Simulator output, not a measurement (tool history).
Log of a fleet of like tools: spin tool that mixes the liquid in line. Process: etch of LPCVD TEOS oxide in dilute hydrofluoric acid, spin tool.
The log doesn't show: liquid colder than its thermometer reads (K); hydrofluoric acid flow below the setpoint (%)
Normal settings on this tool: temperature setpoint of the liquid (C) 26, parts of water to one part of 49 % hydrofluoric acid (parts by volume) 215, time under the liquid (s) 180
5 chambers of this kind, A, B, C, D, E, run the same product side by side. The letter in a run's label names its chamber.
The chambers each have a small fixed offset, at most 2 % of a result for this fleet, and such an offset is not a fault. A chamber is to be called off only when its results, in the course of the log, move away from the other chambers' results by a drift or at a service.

run	hour	temperature setpoint of the liquid (C)	parts of water to one part of 49 % hydrofluoric acid (parts by volume)	time under the liquid (s)	hours since the thermometer was replaced	hours since the hydrofluoric acid flow meter was replaced	read-back film thickness of the LPCVD TEOS oxide reference wafer, read on the same gauge (nm)	thickness taken off the LPCVD TEOS oxide on a monitor wafer (Å)
1E	6.2	26	215	180	529.5	64.5	70.021	178.49
2B	12.2	26	215	180	1047.8	266.3	69.98	181.06
3D	15.2	26	215	180	1034.7	256.1	70.024	182.72
4C	18.2	26	215	180	940.2	291.4	69.984	180.68
5A	23.4	26	215	180	1192.4	1347.5	69.971	177.65
6C	26.3	26	215	180	948.3	299.5	70.039	177.24
7B	29.9	26	215	180	1065.5	284	69.986	181.61
8D	32.6	26	215	180	1052.1	273.5	70.013	178.74
9E	38.6	26	215	180	561.9	96.9	70.013	178.05
10A	43.1	26	215	180	1212.1	1367.2	70.03	180.7
11A	48.5	26	215	180	1217.5	1372.6	70.012	178.65
12E	51.9	26	215	180	575.2	110.2	70.012	179.06
13D	56.5	26	215	180	1076	297.4	70.029	180.42
14B	60.5	26	215	180	1096.1	314.6	70.018	180.28
15C	64.3	26	215	180	986.3	337.5	69.981	174.02
16A	67.9	26	215	180	1236.9	1392	70.01	178.08
17D	71.3	26	215	180	1090.8	312.2	69.977	180.77
18E	75.4	26	215	180	598.7	133.7	70.03	179.99
19C	79.5	26	215	180	1001.5	352.7	70.012	171.01
20B	84.4	26	215	125	1120	338.5	70.045	125.42
21B	90.2	26	215	125	1125.8	344.3	69.997	126.09
22A	93.9	26	215	125	1262.9	1418	70.007	123.88
23C	98.7	26	215	125	1020.7	371.9	69.983	118.36
24D	101.9	26	215	125	1121.4	342.8	70	126.15
25E	105	26	215	180	628.3	163.3	69.965	181.43
26B	108.9	26	215	180	1144.5	363	70.023	181.93
27D	113.1	26	215	180	1132.6	354	69.997	182.34
# hour 116.8: chamber D: thermometer replaced
28A	117.6	26	215	180	1286.6	1441.7	70.006	178.58
29C	121.8	26	215	180	1043.8	395	70.001	166.63
30E	125.7	26	260	105	649	184	69.987	80.12
31A	130	26	260	105	1299	1454.1	69.993	81.261
32E	135.5	26	260	105	658.8	193.8	70.021	82.606
33C	141.4	26	260	105	1063.4	414.6	69.999	75.24
34B	144.3	26	260	105	1179.9	398.4	70.01	84.664
35D	148.2	26	215	180	31.4	389.1	69.981	180.53
36B	152.6	26	215	180	1188.2	406.7	69.981	180.06
37C	158.7	26	215	180	1080.7	431.9	69.997	164.19

Each of the 5 chambers runs these same settings next. Fill in every chamber's results:
38A	163.2	26	125	180				?
38B	163.2	26	125	180				?
38C	163.2	26	125	180				?
38D	163.2	26	125	180				?
38E	163.2	26	125	180				?

run	thickness taken off the LPCVD TEOS oxide on a monitor wafer (Å)
38A	344.38
38B	348.69
38C	310.34
38D	351.33
38E	348.02
